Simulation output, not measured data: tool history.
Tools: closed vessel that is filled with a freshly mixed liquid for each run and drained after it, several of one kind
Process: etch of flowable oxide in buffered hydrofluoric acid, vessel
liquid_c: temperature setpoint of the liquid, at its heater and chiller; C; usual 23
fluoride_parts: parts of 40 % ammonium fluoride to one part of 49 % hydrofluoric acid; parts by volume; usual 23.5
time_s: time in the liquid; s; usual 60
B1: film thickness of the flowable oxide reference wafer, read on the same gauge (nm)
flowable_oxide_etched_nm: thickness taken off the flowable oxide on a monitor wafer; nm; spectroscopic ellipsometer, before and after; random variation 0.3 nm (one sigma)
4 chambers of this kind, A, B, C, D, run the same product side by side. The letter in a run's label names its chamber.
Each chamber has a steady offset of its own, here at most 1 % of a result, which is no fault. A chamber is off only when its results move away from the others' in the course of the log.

Run 1C, hour 9.7: usual settings; B1 29.995. Result: flowable_oxide_etched_nm 46.225 nm.
At hour 14.7: chamber D: hydrofluoric acid flow meter replaced.
Run 2D, hour 17: usual settings; B1 30.011. Result: flowable_oxide_etched_nm 45.606 nm.
Run 3A, hour 27.4: usual settings; B1 29.997. Result: flowable_oxide_etched_nm 46.25 nm.
Run 4B, hour 37: usual settings; B1 29.973. Result: flowable_oxide_etched_nm 46.706 nm.
Run 5D, hour 45: usual settings; B1 29.992. Result: flowable_oxide_etched_nm 46.065 nm.
Run 6C, hour 52.2: usual settings; B1 29.995. Result: flowable_oxide_etched_nm 45.597 nm.
Run 7A, hour 66.5: usual settings; B1 30.003. Result: flowable_oxide_etched_nm 46.263 nm.
Run 8B, hour 73.3: usual settings but liquid_c 18.5 C, time_s 30 s; B1 30.005. Result: flowable_oxide_etched_nm 17.831 nm.
Run 9C, hour 85.8: usual settings but liquid_c 18.5 C, time_s 30 s; B1 29.991. Result: flowable_oxide_etched_nm 17.717 nm.
Run 10D, hour 99.1: usual settings but liquid_c 18.5 C, time_s 30 s; B1 29.984. Result: flowable_oxide_etched_nm 17.957 nm.
Run 11B, hour 108.7: usual settings but liquid_c 18.5 C, time_s 30 s; B1 29.99. Result: flowable_oxide_etched_nm 17.972 nm.
Run 12A, hour 117.3: usual settings; B1 30.001. Result: flowable_oxide_etched_nm 45.446 nm.
Run 13C, hour 125.6: usual settings; B1 29.998. Result: flowable_oxide_etched_nm 45.818 nm.
At hour 131.4: chamber B: hydrofluoric acid flow meter replaced.
Run 14D, hour 137.4: usual settings; B1 29.991. Result: flowable_oxide_etched_nm 45.896 nm.
Run 15A, hour 150.6: usual settings; B1 29.994. Result: flowable_oxide_etched_nm 45.742 nm.
Run 16B, hour 164.4: usual settings but liquid_c 26 C; B1 29.998. Result: flowable_oxide_etched_nm 54.39 nm.
Run 17C, hour 174.8: usual settings but liquid_c 26 C; B1 30.011. Result: flowable_oxide_etched_nm 53.677 nm.
Run 18D, hour 187.3: usual settings but liquid_c 26 C; B1 29.999. Result: flowable_oxide_etched_nm 54.304 nm.
Run 19A, hour 194: usual settings but liquid_c 26 C; B1 29.999. Result: flowable_oxide_etched_nm 52.899 nm.
Run 20B, hour 206.3: usual settings but fluoride_parts 20 parts by volume; B1 30.003. Result: flowable_oxide_etched_nm 52.5 nm.
Run 21D, hour 214.8: usual settings but fluoride_parts 20 parts by volume; B1 30.004. Result: flowable_oxide_etched_nm 51.646 nm.
Run 22C, hour 226.6: usual settings but fluoride_parts 20 parts by volume; B1 29.995. Result: flowable_oxide_etched_nm 51.182 nm.
Run 23B, hour 235.4: usual settings but fluoride_parts 20 parts by volume; B1 30. Result: flowable_oxide_etched_nm 51.459 nm.
Run 24A, hour 244.5: usual settings; B1 30. Result: flowable_oxide_etched_nm 43.537 nm.
Run 25C, hour 255.1: usual settings; B1 30.013. Result: flowable_oxide_etched_nm 45.639 nm.
Run 26B, hour 266.8: usual settings; B1 30.004. Result: flowable_oxide_etched_nm 46.724 nm.
At hour 275.6: chamber A: thermometer replaced.
Run 27D, hour 279.3: usual settings but liquid_c 27 C, fluoride_parts 20.5 parts by volume; B1 30.006. Result: flowable_oxide_etched_nm 63.155 nm.
Run 28A, hour 290.5: usual settings but liquid_c 27 C, fluoride_parts 20.5 parts by volume; B1 29.994. Result: flowable_oxide_etched_nm 58.801 nm.
Run 29A, hour 300.5: usual settings but liquid_c 27 C, fluoride_parts 20.5 parts by volume; B1 30.009. Result: flowable_oxide_etched_nm 57.892 nm.
Run 30B, hour 314.2: usual settings but liquid_c 27 C, fluoride_parts 20.5 parts by volume; B1 30.001. Result: flowable_oxide_etched_nm 62.814 nm.

All 4 chambers run these settings next. Forecast each chamber's results:
Run 31A, hour 324.6: usual settings. Result: flowable_oxide_etched_nm ?.
Run 31B, hour 324.6: usual settings. Result: flowable_oxide_etched_nm ?.
Run 31C, hour 324.6: usual settings. Result: flowable_oxide_etched_nm ?.
Run 31D, hour 324.6: usual settings. Result: flowable_oxide_etched_nm ?.

run  flowable_oxide_etched_nm
31A                    42.525
31B                    46.479
31C                    46.026
31D                    46.364
